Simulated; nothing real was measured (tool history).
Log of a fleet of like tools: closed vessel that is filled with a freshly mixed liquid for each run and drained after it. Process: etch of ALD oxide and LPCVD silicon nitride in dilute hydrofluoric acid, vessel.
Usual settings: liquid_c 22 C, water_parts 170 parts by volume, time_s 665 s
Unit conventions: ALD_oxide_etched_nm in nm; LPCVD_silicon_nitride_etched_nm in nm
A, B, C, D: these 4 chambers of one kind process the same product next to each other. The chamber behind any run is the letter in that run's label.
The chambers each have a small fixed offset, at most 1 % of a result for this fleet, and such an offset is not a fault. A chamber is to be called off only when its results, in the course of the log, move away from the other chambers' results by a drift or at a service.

| run | day | liquid_c | water_parts | time_s | read-back film thickness of the ALD oxide reference wafer, read on the same gauge (nm) | read-back film thickness of the LPCVD silicon nitride reference wafer, read on the same gauge (nm) | ALD_oxide_etched_nm | LPCVD_silicon_nitride_etched_nm |
|---|---|---|---|---|---|---|---|---|
| 1A | 0.425 | 22 | 170 | 665 | 49.981 | 120.05 | 53.978 | 1.702 |
| 2B | 0.692 | 22 | 170 | 665 | 50.028 | 120.03 | 55.328 | 1.7025 |
| 3D | 1.083 | 22 | 170 | 665 | 49.999 | 120.02 | 54.902 | 1.6859 |
| 4C | 1.442 | 22 | 170 | 665 | 49.975 | 120.03 | 54.077 | 1.7639 |
| 5D | 1.871 | 22 | 170 | 325 | 50.025 | 119.95 | 26.961 | 0.81245 |
| 6A | 2.308 | 22 | 170 | 325 | 49.946 | 120 | 26.739 | 0.81675 |
| 7B | 2.592 | 22 | 170 | 325 | 49.996 | 119.99 | 27.095 | 0.82579 |
| 8C | 2.854 | 22 | 170 | 325 | 50.012 | 120.02 | 26.702 | 0.84182 |
| 9C | 3.142 | 22 | 170 | 665 | 50.002 | 120 | 55.473 | 1.7159 |
| 10B | 3.462 | 22 | 170 | 665 | 50.016 | 119.97 | 54.658 | 1.7239 |
| 11D | 3.888 | 22 | 170 | 665 | 50.01 | 119.98 | 53.557 | 1.7047 |
| 12A | 4.342 | 22 | 170 | 665 | 49.987 | 120 | 55.042 | 1.676 |
| 13B | 4.7 | 22 | 170 | 665 | 49.984 | 120.01 | 55.29 | 1.6878 |
| 14D | 4.933 | 22 | 170 | 665 | 50.015 | 120.05 | 55.071 | 1.6802 |
| 15C | 5.3 | 22 | 170 | 665 | 50.027 | 119.97 | 56.389 | 1.7736 |
| 16A | 5.754 | 22 | 170 | 665 | 49.983 | 120.03 | 54.944 | 1.7245 |
| 17D | 6.017 | 22 | 170 | 665 | 49.996 | 120.01 | 55.513 | 1.6992 |
| 18B | 6.246 | 22 | 170 | 665 | 50.019 | 119.97 | 54.038 | 1.7128 |
| 19C | 6.525 | 22 | 170 | 665 | 50.01 | 120.03 | 56.707 | 1.7713 |
| 20A | 6.979 | 22 | 170 | 665 | 49.998 | 120.06 | 54.511 | 1.6526 |
| 21D | 7.362 | 22 | 170 | 665 | 49.995 | 120 | 54.851 | 1.6894 |
| 22A | 7.762 | 22 | 170 | 665 | 50.022 | 119.97 | 55.441 | 1.6783 |
| 23C | 8.154 | 22 | 170 | 665 | 49.979 | 120.02 | 58.132 | 1.7404 |
| 24B | 8.596 | 22 | 170 | 665 | 49.974 | 119.99 | 55.117 | 1.6868 |
| 25B | 8.912 | 22 | 170 | 665 | 49.989 | 120.02 | 55.578 | 1.6949 |

For the next run the whole fleet of 4 chambers uses the same settings. Give each chamber's results:
| 26A | 9.238 | 22 | 170 | 410 |  |  | ? | ? |
| 26B | 9.238 | 22 | 170 | 410 |  |  | ? | ? |
| 26C | 9.238 | 22 | 170 | 410 |  |  | ? | ? |
| 26D | 9.238 | 22 | 170 | 410 |  |  | ? | ? |

| run | ALD_oxide_etched_nm | LPCVD_silicon_nitride_etched_nm |
|---|---|---|
| 26A | 33.187 | 1.0464 |
| 26B | 34.128 | 1.0477 |
| 26C | 35.911 | 1.1231 |
| 26D | 33.527 | 1.0605 |

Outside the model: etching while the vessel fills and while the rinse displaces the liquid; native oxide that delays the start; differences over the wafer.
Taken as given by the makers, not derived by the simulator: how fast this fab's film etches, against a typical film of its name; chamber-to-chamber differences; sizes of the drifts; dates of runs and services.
